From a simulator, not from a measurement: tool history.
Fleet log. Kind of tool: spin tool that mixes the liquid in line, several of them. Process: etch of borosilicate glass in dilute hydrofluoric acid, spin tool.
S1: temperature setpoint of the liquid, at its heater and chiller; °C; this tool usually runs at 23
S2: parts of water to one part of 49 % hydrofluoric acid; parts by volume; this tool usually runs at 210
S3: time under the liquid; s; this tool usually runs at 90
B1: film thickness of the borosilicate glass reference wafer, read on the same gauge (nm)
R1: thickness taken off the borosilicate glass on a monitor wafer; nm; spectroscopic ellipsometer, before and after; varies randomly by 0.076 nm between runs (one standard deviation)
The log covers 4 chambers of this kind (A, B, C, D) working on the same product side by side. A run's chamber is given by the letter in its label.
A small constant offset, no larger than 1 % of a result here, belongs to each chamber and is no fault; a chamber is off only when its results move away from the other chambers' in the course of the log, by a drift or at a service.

{"run": "1A", "day": 0.267, "S1": 23, "S2": 210, "S3": 90, "B1": 140.01, "R1": 7.9466}
{"run": "2B", "day": 0.75, "S1": 23, "S2": 210, "S3": 90, "B1": 140.02, "R1": 7.9167}
{"run": "3D", "day": 1.025, "S1": 23, "S2": 210, "S3": 90, "B1": 140, "R1": 7.8055}
{"run": "4C", "day": 1.321, "S1": 23, "S2": 210, "S3": 90, "B1": 140, "R1": 7.8432}
{"run": "5D", "day": 1.7, "S1": 20.5, "S2": 210, "S3": 90, "B1": 139.97, "R1": 7.1852}
{"run": "6B", "day": 2.092, "S1": 20.5, "S2": 210, "S3": 90, "B1": 139.98, "R1": 7.234}
{"run": "7C", "day": 2.521, "S1": 20.5, "S2": 210, "S3": 90, "B1": 140, "R1": 7.2258}
{"run": "8A", "day": 3.075, "S1": 20.5, "S2": 210, "S3": 90, "B1": 140.01, "R1": 7.1042}
{"run": "9D", "day": 3.371, "S1": 23, "S2": 210, "S3": 90, "B1": 140.01, "R1": 7.9292}
{"run": "10B", "day": 3.75, "S1": 23, "S2": 210, "S3": 90, "B1": 140.01, "R1": 7.9761}
{"run": "11A", "day": 4.333, "S1": 23, "S2": 165, "S3": 120, "B1": 140.01, "R1": 14.131}
{"run": "12C", "day": 4.883, "S1": 23, "S2": 165, "S3": 120, "B1": 140.01, "R1": 14.205}
{"run": "13C", "day": 5.492, "S1": 23, "S2": 165, "S3": 120, "B1": 140.03, "R1": 14.156}
{"run": "14D", "day": 6.096, "S1": 23, "S2": 165, "S3": 120, "B1": 139.99, "R1": 14.216}
{"run": "15A", "day": 6.621, "S1": 23, "S2": 210, "S3": 90, "B1": 140.01, "R1": 7.8541}
{"run": "16B", "day": 7.229, "S1": 23, "S2": 210, "S3": 90, "B1": 140, "R1": 8.0334}
{"run": "17B", "day": 7.721, "S1": 23, "S2": 210, "S3": 125, "B1": 140.02, "R1": 11.131}
{"run": "18A", "day": 8.312, "S1": 23, "S2": 210, "S3": 125, "B1": 140.01, "R1": 10.919}
{"run": "19D", "day": 8.779, "S1": 23, "S2": 210, "S3": 125, "B1": 140.01, "R1": 10.909}
{"run": "20C", "day": 9.096, "S1": 23, "S2": 210, "S3": 125, "B1": 140, "R1": 10.758}
{"run": "21B", "day": 9.629, "S1": 23, "S2": 210, "S3": 90, "B1": 139.99, "R1": 7.7963}
{"run": "22C", "day": 10.033, "S1": 23, "S2": 305, "S3": 90, "B1": 139.99, "R1": 4.9918}
{"run": "23D", "day": 10.558, "S1": 23, "S2": 305, "S3": 90, "B1": 140.02, "R1": 4.9324}
{"run": "24A", "day": 11.067, "S1": 23, "S2": 305, "S3": 90, "B1": 139.98, "R1": 4.8912}
{"run": "25A", "day": 11.483, "S1": 23, "S2": 305, "S3": 90, "B1": 140, "R1": 4.8662}
{"run": "26D", "day": 11.95, "S1": 23, "S2": 210, "S3": 90, "B1": 139.98, "R1": 7.9227}
{"run": "27B", "day": 12.562, "S1": 23, "S2": 210, "S3": 90, "B1": 140.02, "R1": 7.5616}
{"run": "28C", "day": 13.138, "S1": 23, "S2": 210, "S3": 90, "B1": 139.98, "R1": 7.8004}
{"run": "29B", "day": 13.642, "S1": 23, "S2": 210, "S3": 90, "B1": 140, "R1": 7.4862}
{"run": "30C", "day": 14.179, "S1": 23, "S2": 210, "S3": 90, "B1": 139.99, "R1": 7.9224}
{"run": "31A", "day": 14.471, "S1": 23, "S2": 210, "S3": 90, "B1": 140.01, "R1": 7.7214}
{"run": "32D", "day": 14.746, "S1": 23, "S2": 210, "S3": 90, "B1": 140.03, "R1": 7.9612}
{"run": "33A", "day": 15.362, "S1": 23, "S2": 210, "S3": 90, "B1": 140.01, "R1": 7.8687}
{"run": "34B", "day": 15.796, "S1": 23, "S2": 210, "S3": 90, "B1": 140, "R1": 7.5445}
{"run": "35D", "day": 16.067, "S1": 23, "S2": 210, "S3": 90, "B1": 140.01, "R1": 7.93}
{"day": 16.288, "done": "chamber C: hydrofluoric acid flow meter replaced"}
{"run": "36C", "day": 16.396, "S1": 23, "S2": 210, "S3": 90, "B1": 139.99, "R1": 8.0731}
{"run": "37D", "day": 16.904, "S1": 23, "S2": 210, "S3": 90, "B1": 139.98, "R1": 7.9307}
{"run": "38A", "day": 17.208, "S1": 23, "S2": 210, "S3": 90, "B1": 140, "R1": 7.798}
{"run": "39B", "day": 17.612, "S1": 23, "S2": 210, "S3": 90, "B1": 140, "R1": 7.2957}
{"run": "40C", "day": 18.175, "S1": 23, "S2": 210, "S3": 90, "B1": 139.98, "R1": 7.8799}
{"run": "41D", "day": 18.775, "S1": 23, "S2": 210, "S3": 90, "B1": 140, "R1": 7.8809}
{"run": "42C", "day": 19.367, "S1": 23, "S2": 210, "S3": 90, "B1": 140.01, "R1": 7.9719}
{"run": "43B", "day": 19.833, "S1": 23, "S2": 210, "S3": 90, "B1": 140, "R1": 7.2065}
{"run": "44A", "day": 20.279, "S1": 23, "S2": 310, "S3": 140, "B1": 139.98, "R1": 7.4118}

Does one chamber stand apart from the rest, does the shared gauge drift, or is all well apart from small per-chamber offsets? Give the chamber and the most likely cause, where there is one.

One chamber, B, drifts off from the rest bit by bit.
Cause: hydrofluoric acid flow below the setpoint (%) = 9.21.

Here are 4 candidates for chamber B's next run, each the usual settings with a change, their results left as question marks. Which one brings its results back in line with what the others give on the usual settings?
In-line tolerance around the mean of the other chambers on the usual settings: R1 0.26 nm
{"run": "45B-1", "day": 20.725, "S1": 23, "S2": 200, "S3": 95, "R1": "?"}
{"run": "45B-2", "day": 20.725, "S1": 23, "S2": 220, "S3": 85, "R1": "?"}
{"run": "45B-3", "day": 20.725, "S1": 28, "S2": 210, "S3": 90, "R1": "?"}
{"run": "45B-4", "day": 20.725, "S1": 23, "S2": 210, "S3": 75, "R1": "?"}

The other chambers' mean on the usual settings: R1 7.8899 nm
run=45B-1 R1=7.9948
run=45B-2 R1=6.3557
run=45B-3 R1=8.5421
run=45B-4 R1=5.9424
45B-1 brings the chamber back in line.
